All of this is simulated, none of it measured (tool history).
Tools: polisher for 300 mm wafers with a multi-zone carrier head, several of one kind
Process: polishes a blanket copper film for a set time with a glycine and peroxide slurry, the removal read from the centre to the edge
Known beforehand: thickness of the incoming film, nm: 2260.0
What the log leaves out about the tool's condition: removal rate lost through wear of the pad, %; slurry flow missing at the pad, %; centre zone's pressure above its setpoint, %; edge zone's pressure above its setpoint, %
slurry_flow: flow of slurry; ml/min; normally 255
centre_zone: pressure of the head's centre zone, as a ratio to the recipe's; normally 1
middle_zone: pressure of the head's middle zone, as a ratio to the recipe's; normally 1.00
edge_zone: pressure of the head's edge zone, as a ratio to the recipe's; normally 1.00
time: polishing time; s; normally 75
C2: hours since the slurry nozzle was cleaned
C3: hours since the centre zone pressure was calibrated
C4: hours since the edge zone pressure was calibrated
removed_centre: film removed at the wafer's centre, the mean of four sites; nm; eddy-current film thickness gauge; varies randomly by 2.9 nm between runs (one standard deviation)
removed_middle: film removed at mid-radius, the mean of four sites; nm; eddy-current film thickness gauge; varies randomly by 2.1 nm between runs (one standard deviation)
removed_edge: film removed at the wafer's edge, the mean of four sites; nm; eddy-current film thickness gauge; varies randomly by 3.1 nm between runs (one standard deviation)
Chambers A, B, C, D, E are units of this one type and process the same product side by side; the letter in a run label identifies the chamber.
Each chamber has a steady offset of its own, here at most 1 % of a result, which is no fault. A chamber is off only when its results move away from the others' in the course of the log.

{"hour": 0.2, "done": "chamber D: slurry nozzle cleaned"}
{"hour": 4.4, "done": "chamber C: centre zone pressure recalibrated"}
{"hour": 4.7, "done": "chamber E: worn pad replaced by a new one"}
{"run": "1B", "hour": 6.1, "slurry_flow": 255, "centre_zone": 1, "middle_zone": 1.0, "edge_zone": 1.0, "time": 75, "wafers polished on this pad": 272, "C2": 90.0, "C3": 51.6, "C4": 574.2, "removed_centre": 303.72, "removed_middle": 304.84, "removed_edge": 300.26}
{"run": "2D", "hour": 11.0, "slurry_flow": 255, "centre_zone": 1, "middle_zone": 1.0, "edge_zone": 1.0, "time": 75, "wafers polished on this pad": 1057, "C2": 10.9, "C3": 175.3, "C4": 1412.6, "removed_centre": 305.0, "removed_middle": 301.77, "removed_edge": 304.31}
{"run": "3A", "hour": 14.5, "slurry_flow": 255, "centre_zone": 1, "middle_zone": 1.0, "edge_zone": 1.0, "time": 75, "wafers polished on this pad": 533, "C2": 286.2, "C3": 385.0, "C4": 36.4, "removed_centre": 308.22, "removed_middle": 303.02, "removed_edge": 307.16}
{"run": "4E", "hour": 20.4, "slurry_flow": 255, "centre_zone": 1, "middle_zone": 1.0, "edge_zone": 1.0, "time": 75, "wafers polished on this pad": 192, "C2": 877.0, "C3": 990.1, "C4": 780.2, "removed_centre": 302.7, "removed_middle": 303.52, "removed_edge": 307.15}
{"run": "5C", "hour": 24.0, "slurry_flow": 255, "centre_zone": 1, "middle_zone": 1.05, "edge_zone": 1.0, "time": 88, "wafers polished on this pad": 497, "C2": 214.2, "C3": 19.6, "C4": 162.7, "removed_centre": 360.74, "removed_middle": 369.44, "removed_edge": 357.35}
{"hour": 27.4, "done": "chamber D: worn pad replaced by a new one"}
{"run": "6B", "hour": 28.1, "slurry_flow": 255, "centre_zone": 1, "middle_zone": 1.05, "edge_zone": 1.0, "time": 88, "wafers polished on this pad": 541, "C2": 112.0, "C3": 73.6, "C4": 596.2, "removed_centre": 361.3, "removed_middle": 378.05, "removed_edge": 354.48}
{"run": "7A", "hour": 33.6, "slurry_flow": 255, "centre_zone": 1, "middle_zone": 1.05, "edge_zone": 1.0, "time": 88, "wafers polished on this pad": 767, "C2": 305.3, "C3": 404.1, "C4": 55.5, "removed_centre": 360.09, "removed_middle": 372.7, "removed_edge": 355.58}
{"hour": 33.7, "done": "chamber C: worn pad replaced by a new one"}
{"hour": 33.8, "done": "chamber A: worn pad replaced by a new one"}
{"run": "8C", "hour": 39.6, "slurry_flow": 255, "centre_zone": 1, "middle_zone": 1.05, "edge_zone": 1.0, "time": 88, "wafers polished on this pad": 72, "C2": 229.8, "C3": 35.2, "C4": 178.3, "removed_centre": 355.76, "removed_middle": 373.54, "removed_edge": 355.34}
{"hour": 43.7, "done": "chamber B: worn pad replaced by a new one"}
{"run": "9D", "hour": 44.4, "slurry_flow": 255, "centre_zone": 1, "middle_zone": 1.05, "edge_zone": 1.0, "time": 88, "wafers polished on this pad": 208, "C2": 44.3, "C3": 208.7, "C4": 1446.0, "removed_centre": 359.86, "removed_middle": 367.66, "removed_edge": 352.66}
{"run": "10E", "hour": 50.0, "slurry_flow": 295, "centre_zone": 1, "middle_zone": 1.07, "edge_zone": 1.0, "time": 75, "wafers polished on this pad": 554, "C2": 906.6, "C3": 1019.7, "C4": 809.8, "removed_centre": 305.7, "removed_middle": 330.4, "removed_edge": 308.39}
{"run": "11C", "hour": 55.8, "slurry_flow": 295, "centre_zone": 1, "middle_zone": 1.07, "edge_zone": 1.0, "time": 75, "wafers polished on this pad": 271, "C2": 246.0, "C3": 51.4, "C4": 194.5, "removed_centre": 313.46, "removed_middle": 330.25, "removed_edge": 304.52}
{"run": "12A", "hour": 62.2, "slurry_flow": 295, "centre_zone": 1, "middle_zone": 1.07, "edge_zone": 1.0, "time": 75, "wafers polished on this pad": 348, "C2": 333.9, "C3": 432.7, "C4": 84.1, "removed_centre": 307.75, "removed_middle": 331.08, "removed_edge": 312.67}
{"run": "13D", "hour": 67.3, "slurry_flow": 295, "centre_zone": 1, "middle_zone": 1.07, "edge_zone": 1.0, "time": 75, "wafers polished on this pad": 488, "C2": 67.2, "C3": 231.6, "C4": 1468.9, "removed_centre": 314.18, "removed_middle": 323.96, "removed_edge": 305.34}
{"run": "14E", "hour": 73.9, "slurry_flow": 295, "centre_zone": 1, "middle_zone": 1.07, "edge_zone": 1.0, "time": 75, "wafers polished on this pad": 847, "C2": 930.5, "C3": 1043.6, "C4": 833.7, "removed_centre": 303.14, "removed_middle": 329.18, "removed_edge": 305.15}
{"hour": 78.2, "done": "chamber E: worn pad replaced by a new one"}
{"run": "15B", "hour": 80.6, "slurry_flow": 255, "centre_zone": 1, "middle_zone": 0.93, "edge_zone": 1.0, "time": 75, "wafers polished on this pad": 452, "C2": 164.5, "C3": 126.1, "C4": 648.7, "removed_centre": 304.14, "removed_middle": 287.67, "removed_edge": 301.06}
{"run": "16E", "hour": 87.2, "slurry_flow": 255, "centre_zone": 1, "middle_zone": 0.93, "edge_zone": 1.0, "time": 75, "wafers polished on this pad": 110, "C2": 943.8, "C3": 1056.9, "C4": 847.0, "removed_centre": 302.95, "removed_middle": 288.28, "removed_edge": 303.89}
{"run": "17C", "hour": 91.4, "slurry_flow": 255, "centre_zone": 1, "middle_zone": 0.93, "edge_zone": 1.0, "time": 75, "wafers polished on this pad": 707, "C2": 281.6, "C3": 87.0, "C4": 230.1, "removed_centre": 304.02, "removed_middle": 282.72, "removed_edge": 303.52}
{"hour": 92.0, "done": "chamber A: worn pad replaced by a new one"}
{"hour": 92.4, "done": "chamber C: worn pad replaced by a new one"}
{"run": "18D", "hour": 96.1, "slurry_flow": 255, "centre_zone": 1, "middle_zone": 0.93, "edge_zone": 1.0, "time": 75, "wafers polished on this pad": 841, "C2": 96.0, "C3": 260.4, "C4": 1497.7, "removed_centre": 304.7, "removed_middle": 277.69, "removed_edge": 297.89}
{"hour": 99.2, "done": "chamber E: slurry nozzle cleaned"}
{"hour": 100.7, "done": "chamber D: edge zone pressure recalibrated"}
{"run": "19B", "hour": 101.3, "slurry_flow": 255, "centre_zone": 1, "middle_zone": 0.93, "edge_zone": 1.0, "time": 75, "wafers polished on this pad": 706, "C2": 185.2, "C3": 146.8, "C4": 669.4, "removed_centre": 297.82, "removed_middle": 285.89, "removed_edge": 308.52}
{"run": "20A", "hour": 104.8, "slurry_flow": 255, "centre_zone": 1, "middle_zone": 1.0, "edge_zone": 1.0, "time": 75, "wafers polished on this pad": 157, "C2": 376.5, "C3": 475.3, "C4": 126.7, "removed_centre": 309.02, "removed_middle": 304.56, "removed_edge": 302.84}
{"hour": 106.2, "done": "chamber B: worn pad replaced by a new one"}
{"run": "21C", "hour": 109.6, "slurry_flow": 255, "centre_zone": 1, "middle_zone": 1.0, "edge_zone": 1.0, "time": 75, "wafers polished on this pad": 211, "C2": 299.8, "C3": 105.2, "C4": 248.3, "removed_centre": 300.91, "removed_middle": 299.81, "removed_edge": 300.21}
{"run": "22D", "hour": 114.7, "slurry_flow": 205, "centre_zone": 1, "middle_zone": 1.09, "edge_zone": 1.0, "time": 75, "wafers polished on this pad": 1069, "C2": 114.6, "C3": 279.0, "C4": 14.0, "removed_centre": 293.38, "removed_middle": 319.93, "removed_edge": 292.03}
{"hour": 120.1, "done": "chamber A: slurry nozzle cleaned"}
{"run": "23B", "hour": 121.4, "slurry_flow": 205, "centre_zone": 1, "middle_zone": 1.09, "edge_zone": 1.0, "time": 75, "wafers polished on this pad": 186, "C2": 205.3, "C3": 166.9, "C4": 689.5, "removed_centre": 292.66, "removed_middle": 322.33, "removed_edge": 291.39}
{"run": "24A", "hour": 127.1, "slurry_flow": 205, "centre_zone": 1, "middle_zone": 1.09, "edge_zone": 1.0, "time": 75, "wafers polished on this pad": 430, "C2": 7.1, "C3": 497.6, "C4": 149.0, "removed_centre": 296.87, "removed_middle": 322.68, "removed_edge": 296.83}
{"hour": 128.7, "done": "chamber D: worn pad replaced by a new one"}
{"run": "25E", "hour": 131.0, "slurry_flow": 205, "centre_zone": 1, "middle_zone": 1.09, "edge_zone": 1.0, "time": 75, "wafers polished on this pad": 646, "C2": 31.9, "C3": 1100.7, "C4": 890.8, "removed_centre": 295.79, "removed_middle": 321.31, "removed_edge": 295.78}
{"run": "26B", "hour": 135.1, "slurry_flow": 205, "centre_zone": 1, "middle_zone": 1.09, "edge_zone": 1.0, "time": 75, "wafers polished on this pad": 354, "C2": 219.0, "C3": 180.6, "C4": 703.2, "removed_centre": 297.06, "removed_middle": 321.26, "removed_edge": 296.57}
{"hour": 139.0, "done": "chamber C: worn pad replaced by a new one"}
{"run": "27A", "hour": 140.3, "slurry_flow": 255, "centre_zone": 1, "middle_zone": 1.0, "edge_zone": 1.0, "time": 75, "wafers polished on this pad": 592, "C2": 20.3, "C3": 510.8, "C4": 162.2, "removed_centre": 303.79, "removed_middle": 304.23, "removed_edge": 301.84}
{"run": "28C", "hour": 146.4, "slurry_flow": 255, "centre_zone": 1, "middle_zone": 1.0, "edge_zone": 1.0, "time": 75, "wafers polished on this pad": 90, "C2": 336.6, "C3": 142.0, "C4": 285.1, "removed_centre": 297.77, "removed_middle": 295.96, "removed_edge": 301.69}
{"hour": 149.3, "done": "chamber E: worn pad replaced by a new one"}
{"run": "29D", "hour": 151.8, "slurry_flow": 255, "centre_zone": 1, "middle_zone": 1.0, "edge_zone": 1.0, "time": 75, "wafers polished on this pad": 283, "C2": 151.7, "C3": 316.1, "C4": 51.1, "removed_centre": 303.54, "removed_middle": 297.89, "removed_edge": 298.97}
{"hour": 153.5, "done": "chamber A: worn pad replaced by a new one"}
{"run": "30E", "hour": 156.7, "slurry_flow": 255, "centre_zone": 1, "middle_zone": 1.0, "edge_zone": 1.0, "time": 75, "wafers polished on this pad": 91, "C2": 57.6, "C3": 1126.4, "C4": 916.5, "removed_centre": 301.25, "removed_middle": 306.38, "removed_edge": 303.68}
{"run": "31D", "hour": 164.1, "slurry_flow": 205, "centre_zone": 1, "middle_zone": 1.0, "edge_zone": 1.04, "time": 75, "wafers polished on this pad": 434, "C2": 164.0, "C3": 328.4, "C4": 63.4, "removed_centre": 293.84, "removed_middle": 294.88, "removed_edge": 301.89}
{"hour": 164.7, "done": "chamber B: worn pad replaced by a new one"}
{"run": "32C", "hour": 170.8, "slurry_flow": 205, "centre_zone": 1, "middle_zone": 1.0, "edge_zone": 1.04, "time": 75, "wafers polished on this pad": 389, "C2": 361.0, "C3": 166.4, "C4": 309.5, "removed_centre": 284.45, "removed_middle": 278.89, "removed_edge": 289.01}
{"run": "33A", "hour": 176.6, "slurry_flow": 205, "centre_zone": 1, "middle_zone": 1.0, "edge_zone": 1.04, "time": 75, "wafers polished on this pad": 283, "C2": 56.6, "C3": 547.1, "C4": 198.5, "removed_centre": 295.67, "removed_middle": 295.98, "removed_edge": 305.29}
{"hour": 178.5, "done": "chamber B: slurry nozzle cleaned"}
{"run": "34E", "hour": 180.0, "slurry_flow": 205, "centre_zone": 1, "middle_zone": 1.0, "edge_zone": 1.04, "time": 75, "wafers polished on this pad": 377, "C2": 80.9, "C3": 1149.7, "C4": 939.8, "removed_centre": 296.14, "removed_middle": 297.22, "removed_edge": 298.08}
{"run": "35B", "hour": 186.0, "slurry_flow": 205, "centre_zone": 1, "middle_zone": 1.0, "edge_zone": 1.04, "time": 75, "wafers polished on this pad": 262, "C2": 7.5, "C3": 231.5, "C4": 754.1, "removed_centre": 298.62, "removed_middle": 293.15, "removed_edge": 301.11}

Has any chamber moved away from the others, gradually or after a service, or does the common gauge drift, or do the chambers differ only by their own small steady offsets? State the chamber and the most likely cause if one applies.

One chamber, C, drifts off from the rest bit by bit.
Most likely cause: slurry flow missing at the pad, % = 34.8.

Below are 4 candidate recipes for chamber C's next run, each the usual settings with a change, their results shown as question marks. Which of them brings C's results back in line with what the other chambers give on the usual settings?
Allowed miss from the other chambers' usual-settings mean, per result, to count as in line: removed_centre 10.00 nm; removed_middle 7.40 nm; removed_edge 11.00 nm
{"run": "36C-1", "hour": 191.6, "slurry_flow": 250, "centre_zone": 0.99, "middle_zone": 0.99, "edge_zone": 1.01, "time": 72, "removed_centre": "?", "removed_middle": "?", "removed_edge": "?"}
{"run": "36C-2", "hour": 191.6, "slurry_flow": 260, "centre_zone": 1.01, "middle_zone": 1.01, "edge_zone": 0.99, "time": 78, "removed_centre": "?", "removed_middle": "?", "removed_edge": "?"}
{"run": "36C-3", "hour": 191.6, "slurry_flow": 265, "centre_zone": 1.02, "middle_zone": 1.02, "edge_zone": 0.98, "time": 81, "removed_centre": "?", "removed_middle": "?", "removed_edge": "?"}
{"run": "36C-4", "hour": 191.6, "slurry_flow": 245, "centre_zone": 0.98, "middle_zone": 0.98, "edge_zone": 1.02, "time": 69, "removed_centre": "?", "removed_middle": "?", "removed_edge": "?"}

The other chambers' mean on the usual settings: removed_centre 304.20 nm; removed_middle 304.05 nm; removed_edge 302.85 nm
run=36C-1 removed_centre=270.16 removed_middle=270.87 removed_edge=279.49
run=36C-2 removed_centre=301.34 removed_middle=300.76 removed_edge=300.97
run=36C-3 removed_centre=317.41 removed_middle=316.10 removed_edge=311.56
run=36C-4 removed_centre=255.05 removed_middle=256.32 removed_edge=268.59
With 36C-2, the chamber falls back in line with the rest.

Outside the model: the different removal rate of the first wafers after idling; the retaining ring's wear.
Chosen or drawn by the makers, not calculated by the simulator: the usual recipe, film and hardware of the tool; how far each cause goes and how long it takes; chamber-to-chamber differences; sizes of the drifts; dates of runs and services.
